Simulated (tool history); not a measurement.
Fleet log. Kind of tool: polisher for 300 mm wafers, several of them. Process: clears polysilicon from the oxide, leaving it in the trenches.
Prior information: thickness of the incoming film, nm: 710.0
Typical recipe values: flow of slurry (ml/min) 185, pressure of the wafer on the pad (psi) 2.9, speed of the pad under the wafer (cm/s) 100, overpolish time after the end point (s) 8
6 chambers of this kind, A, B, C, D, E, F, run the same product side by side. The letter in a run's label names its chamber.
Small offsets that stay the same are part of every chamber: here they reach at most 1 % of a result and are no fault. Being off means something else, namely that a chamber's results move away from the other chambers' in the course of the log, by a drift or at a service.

run	hour	flow of slurry (ml/min)	pressure of the wafer on the pad (psi)	speed of the pad under the wafer (cm/s)	overpolish time after the end point (s)	wafers polished on this pad	hours since the slurry nozzle was cleaned	hours since the head pressure was calibrated	time until the end point was called (s)	dishing of a wide line in a test structure (nm)
1E	4.9	185	2.9	100	8	556	448.8	1479.9	50.417	38.831
2C	9.2	185	2.9	100	8	244	220.9	430.2	50.061	38.937
# hour 10.1: chamber A: worn pad replaced by a new one
3B	15.8	185	2.9	100	8	375	15.8	234.7	51.537	37.635
# hour 18.4: chamber E: head pressure recalibrated
4F	21	185	2.9	100	8	653	543	283.3	50.289	37.782
5D	24.2	185	2.9	100	8	517	179.6	396.9	49.12	38.369
# hour 29.7: chamber E: worn pad replaced by a new one
# hour 31.2: chamber D: worn pad replaced by a new one
6A	31.2	185	2.9	100	8	253	410.6	726.8	50.131	38.825
7E	37.2	185	2.9	100	8	91	481.1	18.8	50.529	37.434
# hour 39.3: chamber D: head pressure recalibrated
# hour 42.6: chamber B: worn pad replaced by a new one
8B	44.6	185	2.9	100	8	24	44.6	263.5	49.421	38.534
9F	50.7	185	2.9	100	8	1010	572.7	313	52.56	38.483
10C	55.5	185	2.9	100	3	800	267.2	476.5	49.949	26.327
11A	58.9	185	2.9	100	3	586	438.3	754.5	51.147	25.99
12D	66.2	185	2.9	100	3	421	221.6	27	50.652	26.491
13B	71.8	185	2.9	100	3	351	71.8	290.7	50.306	26.385
14F	76.5	185	2.9	100	3	1320	598.5	338.8	52.109	25.844
15A	81.5	185	2.9	100	3	857	460.9	777.1	50.234	26.767
# hour 81.9: chamber D: worn pad replaced by a new one
16D	88.9	185	2.9	100	8	84	244.3	49.7	48.838	38.103
# hour 91.3: chamber C: worn pad replaced by a new one
17C	92.5	145	2.9	100	13	14	304.2	513.5	51.712	40.473
18E	98.8	145	2.9	100	13	831	542.7	80.4	52.679	40.917
# hour 101.2: chamber A: worn pad replaced by a new one
# hour 102.3: chamber E: worn pad replaced by a new one
19D	103.1	145	2.9	100	13	255	258.5	63.9	51.795	39.937
# hour 103.5: chamber B: worn pad replaced by a new one
20F	108.2	145	2.9	100	13	1701	630.2	370.5	54.417	40.123
21C	115.1	145	2.9	100	13	286	326.8	536.1	52.595	40.451
22E	120.3	145	2.9	100	13	216	564.2	101.9	52.135	40.989
# hour 123.8: chamber E: slurry nozzle cleaned
23B	124.2	185	2.9	100	8	248	124.2	343.1	50.409	38.647
24A	128.1	185	2.9	100	8	323	507.5	823.7	51.366	36.765
25F	131.3	185	2.9	100	8	1978	653.3	393.6	53.943	37.373
# hour 133.4: chamber D: worn pad replaced by a new one
26D	135.8	240	2.9	100	8	29	291.2	96.6	47.958	38.529
27C	141.1	240	2.9	100	8	598	352.8	562.1	48.992	38.487
28A	146.4	240	2.9	100	8	543	525.8	842	50.127	38.291
29E	149.9	240	2.9	100	8	572	26.1	131.5	48.031	39.438
30B	157.1	240	2.9	100	8	644	157.1	376	49.827	38.356
# hour 161.4: chamber B: worn pad replaced by a new one
31B	162.8	240	2.9	100	8	16	162.8	381.7	47.98	38.365
32D	169.1	185	3.4	100	8	429	324.5	129.9	41.863	39.68
# hour 171: chamber F: slurry nozzle cleaned
33F	174.3	185	3.4	100	8	2495	3.3	436.6	46.154	38.757
# hour 176.9: chamber D: worn pad replaced by a new one
34C	179.3	185	3.4	100	8	1057	391	600.3	43.435	39.341
# hour 180.6: chamber E: worn pad replaced by a new one
35E	184.1	185	3.4	100	8	42	60.3	165.7	42.784	39.221
# hour 184.3: chamber C: slurry nozzle cleaned
36A	189.7	185	3.4	100	8	1063	569.1	885.3	42.787	38.315
# hour 192.7: chamber A: worn pad replaced by a new one
# hour 193.2: chamber C: worn pad replaced by a new one
37D	197	185	3.4	100	8	241	352.4	157.8	42.612	38.978
38C	204.2	140	2.9	100	8	132	19.9	625.2	53.226	39.249
39F	208	140	2.9	100	8	2900	37	470.3	59.119	37.454
40B	212.8	140	2.9	100	8	617	212.8	431.7	53.568	38.132
41A	216.8	140	2.9	100	8	289	596.2	912.4	52.452	38.716
42E	220.5	140	2.9	100	8	480	96.7	202.1	51.641	38.096
# hour 224.1: chamber D: worn pad replaced by a new one
43A	224.8	140	2.9	100	8	385	604.2	920.4	53.057	37.551
44D	231.6	185	2.9	100	8	91	387	192.4	49.751	38.593

Each of the 6 chambers runs these same settings next. Fill in every chamber's results:
45A	237	185	2.9	100	8				?	?
45B	237	185	2.9	100	8				?	?
45C	237	185	2.9	100	8				?	?
45D	237	185	2.9	100	8				?	?
45E	237	185	2.9	100	8				?	?
45F	237	185	2.9	100	8				?	?

run	time until the end point was called (s)	dishing of a wide line in a test structure (nm)
45A	50.509	38.854
45B	50.78	38.845
45C	50.85	38.784
45D	50.262	38.745
45E	50.866	38.856
45F	57.302	36.729

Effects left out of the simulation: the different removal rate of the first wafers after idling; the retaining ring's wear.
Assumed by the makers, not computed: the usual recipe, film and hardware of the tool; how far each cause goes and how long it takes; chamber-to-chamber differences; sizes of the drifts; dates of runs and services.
